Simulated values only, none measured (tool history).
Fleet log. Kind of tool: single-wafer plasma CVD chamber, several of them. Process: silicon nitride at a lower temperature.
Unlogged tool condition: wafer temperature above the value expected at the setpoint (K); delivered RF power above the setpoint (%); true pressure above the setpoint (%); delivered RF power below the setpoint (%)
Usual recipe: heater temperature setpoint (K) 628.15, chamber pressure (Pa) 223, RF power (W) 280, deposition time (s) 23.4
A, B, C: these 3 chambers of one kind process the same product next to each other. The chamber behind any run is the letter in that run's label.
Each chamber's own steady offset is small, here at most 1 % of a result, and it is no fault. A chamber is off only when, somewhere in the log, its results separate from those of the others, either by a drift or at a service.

| run | hour | heater temperature setpoint (K) | chamber pressure (Pa) | RF power (W) | deposition time (s) | hours since the last thermocouple change | hours since the last RF generator calibration | hours since the last manometer calibration | read-back reference wafer on the same gauge, thickness_nm | mean film thickness on the monitor wafer (angstrom) |
|---|---|---|---|---|---|---|---|---|---|---|
| 1B | 7.1 | 628.15 | 223 | 280 | 23.4 | 224.3 | 565.8 | 1062.9 | 30.501 | 267.4 |
| 2A | 21.2 | 628.15 | 223 | 280 | 23.4 | 1602.9 | 92.4 | 851.8 | 30.506 | 266.54 |
| 3C | 32.4 | 628.15 | 223 | 280 | 23.4 | 1765.7 | 1137.3 | 1421.9 | 30.528 | 266.87 |
| 4C | 41.2 | 628.15 | 223 | 280 | 23.4 | 1774.5 | 1146.1 | 1430.7 | 30.519 | 266.83 |
| 5A | 50.7 | 628.15 | 223 | 280 | 21.4 | 1632.4 | 121.9 | 881.3 | 30.509 | 244.02 |
|  | 58.6 | chamber C: capacitance manometer re-zeroed and calibrated |
| 6B | 62.6 | 628.15 | 223 | 280 | 21.4 | 279.8 | 621.3 | 1118.4 | 30.534 | 244.07 |
| 7B | 75.6 | 628.15 | 223 | 280 | 21.4 | 292.8 | 634.3 | 1131.4 | 30.539 | 244.6 |
| 8C | 87.9 | 628.15 | 223 | 280 | 23.4 | 1821.2 | 1192.8 | 29.4 | 30.532 | 267.57 |
| 9A | 99.3 | 628.15 | 223 | 280 | 23.4 | 1681 | 170.5 | 929.9 | 30.562 | 267.05 |
| 10B | 113.6 | 628.15 | 223 | 280 | 23.4 | 330.8 | 672.3 | 1169.4 | 30.555 | 266.84 |
|  | 121.6 | chamber C: thermocouple changed; heater temperature recalibrated |
| 11C | 125.1 | 628.15 | 207 | 280 | 26.9 | 3.6 | 1230 | 66.6 | 30.551 | 302.05 |
| 12A | 132.3 | 628.15 | 207 | 280 | 26.9 | 1714 | 203.5 | 962.9 | 30.559 | 300.88 |
| 13B | 142.6 | 628.15 | 207 | 280 | 26.9 | 359.8 | 701.3 | 1198.4 | 30.56 | 300.61 |
| 14C | 152.8 | 628.15 | 223 | 280 | 23.4 | 31.3 | 1257.7 | 94.3 | 30.573 | 267.92 |
| 15A | 160.6 | 628.15 | 223 | 280 | 23.4 | 1742.3 | 231.8 | 991.2 | 30.579 | 267.35 |
| 16A | 168.8 | 628.15 | 223 | 280 | 23.4 | 1750.5 | 240 | 999.4 | 30.589 | 267.57 |
| 17C | 175.6 | 628.15 | 223 | 280 | 23.4 | 54.1 | 1280.5 | 117.1 | 30.58 | 267.49 |
| 18B | 187.6 | 628.15 | 201 | 280 | 20 | 404.8 | 746.3 | 1243.4 | 30.597 | 222.35 |
| 19A | 195.1 | 628.15 | 201 | 280 | 20 | 1776.8 | 266.3 | 1025.7 | 30.593 | 222.33 |
| 20C | 206.6 | 628.15 | 201 | 280 | 20 | 85.1 | 1311.5 | 148.1 | 30.596 | 222.88 |
| 21B | 219.7 | 628.15 | 223 | 280 | 23.4 | 436.9 | 778.4 | 1275.5 | 30.606 | 267.37 |
| 22B | 227.1 | 628.15 | 223 | 245 | 25.7 | 444.3 | 785.8 | 1282.9 | 30.61 | 267.62 |
| 23A | 239.6 | 628.15 | 223 | 245 | 25.7 | 1821.3 | 310.8 | 1070.2 | 30.603 | 266.84 |
| 24C | 246.7 | 628.15 | 223 | 245 | 25.7 | 125.2 | 1351.6 | 188.2 | 30.632 | 268.03 |
| 25A | 255.1 | 628.15 | 223 | 255 | 23.4 | 1836.8 | 326.3 | 1085.7 | 30.621 | 250.5 |
| 26B | 266.6 | 628.15 | 223 | 255 | 23.4 | 483.8 | 825.3 | 1322.4 | 30.622 | 250.56 |
| 27C | 275.9 | 628.15 | 223 | 255 | 23.4 | 154.4 | 1380.8 | 217.4 | 30.618 | 250.43 |
| 28C | 283.8 | 628.15 | 223 | 280 | 23.4 | 162.3 | 1388.7 | 225.3 | 30.634 | 267.7 |
| 29A | 291.4 | 628.15 | 223 | 280 | 23.4 | 1873.1 | 362.6 | 1122 | 30.656 | 267.1 |
| 30B | 305.4 | 628.15 | 223 | 280 | 23.4 | 522.6 | 864.1 | 1361.2 | 30.658 | 267.84 |
| 31B | 315.2 | 628.15 | 223 | 280 | 23.4 | 532.4 | 873.9 | 1371 | 30.637 | 267.88 |
|  | 319.6 | chamber B: RF generator calibrated |
| 32A | 323.7 | 628.15 | 223 | 280 | 23.4 | 1905.4 | 394.9 | 1154.3 | 30.664 | 267.65 |
| 33C | 336.6 | 628.15 | 223 | 280 | 23.4 | 215.1 | 1441.5 | 278.1 | 30.661 | 269.4 |
| 34A | 347.9 | 628.15 | 223 | 280 | 23.4 | 1929.6 | 419.1 | 1178.5 | 30.682 | 267.88 |
| 35B | 354.1 | 634.15 | 203 | 280 | 23.4 | 571.3 | 34.5 | 1409.9 | 30.667 | 260.64 |
| 36C | 366.5 | 634.15 | 203 | 280 | 23.4 | 245 | 1471.4 | 308 | 30.672 | 261.05 |
|  | 375.8 | chamber A: thermocouple changed; heater temperature recalibrated |
| 37C | 378.4 | 634.15 | 203 | 280 | 23.4 | 256.9 | 1483.3 | 319.9 | 30.675 | 261.49 |
| 38A | 386.6 | 628.15 | 223 | 280 | 23.4 | 10.8 | 457.8 | 1217.2 | 30.681 | 267.87 |
| 39B | 400 | 614.15 | 223 | 280 | 23.4 | 617.2 | 80.4 | 1455.8 | 30.69 | 270.37 |
| 40B | 412.1 | 614.15 | 223 | 280 | 23.4 | 629.3 | 92.5 | 1467.9 | 30.685 | 269.53 |
| 41C | 426.1 | 614.15 | 223 | 280 | 23.4 | 304.6 | 1531 | 367.6 | 30.695 | 269.84 |

Next, all 3 chambers run the settings below, one line each with question marks for the results. What does each chamber give?
| 42A | 436.4 | 628.15 | 189 | 280 | 23.4 |  |  |  |  | ? |
| 42B | 436.4 | 628.15 | 189 | 280 | 23.4 |  |  |  |  | ? |
| 42C | 436.4 | 628.15 | 189 | 280 | 23.4 |  |  |  |  | ? |

| run | mean film thickness on the monitor wafer (angstrom) |
|---|---|
| 42A | 255.59 |
| 42B | 256.85 |
| 42C | 257.7 |

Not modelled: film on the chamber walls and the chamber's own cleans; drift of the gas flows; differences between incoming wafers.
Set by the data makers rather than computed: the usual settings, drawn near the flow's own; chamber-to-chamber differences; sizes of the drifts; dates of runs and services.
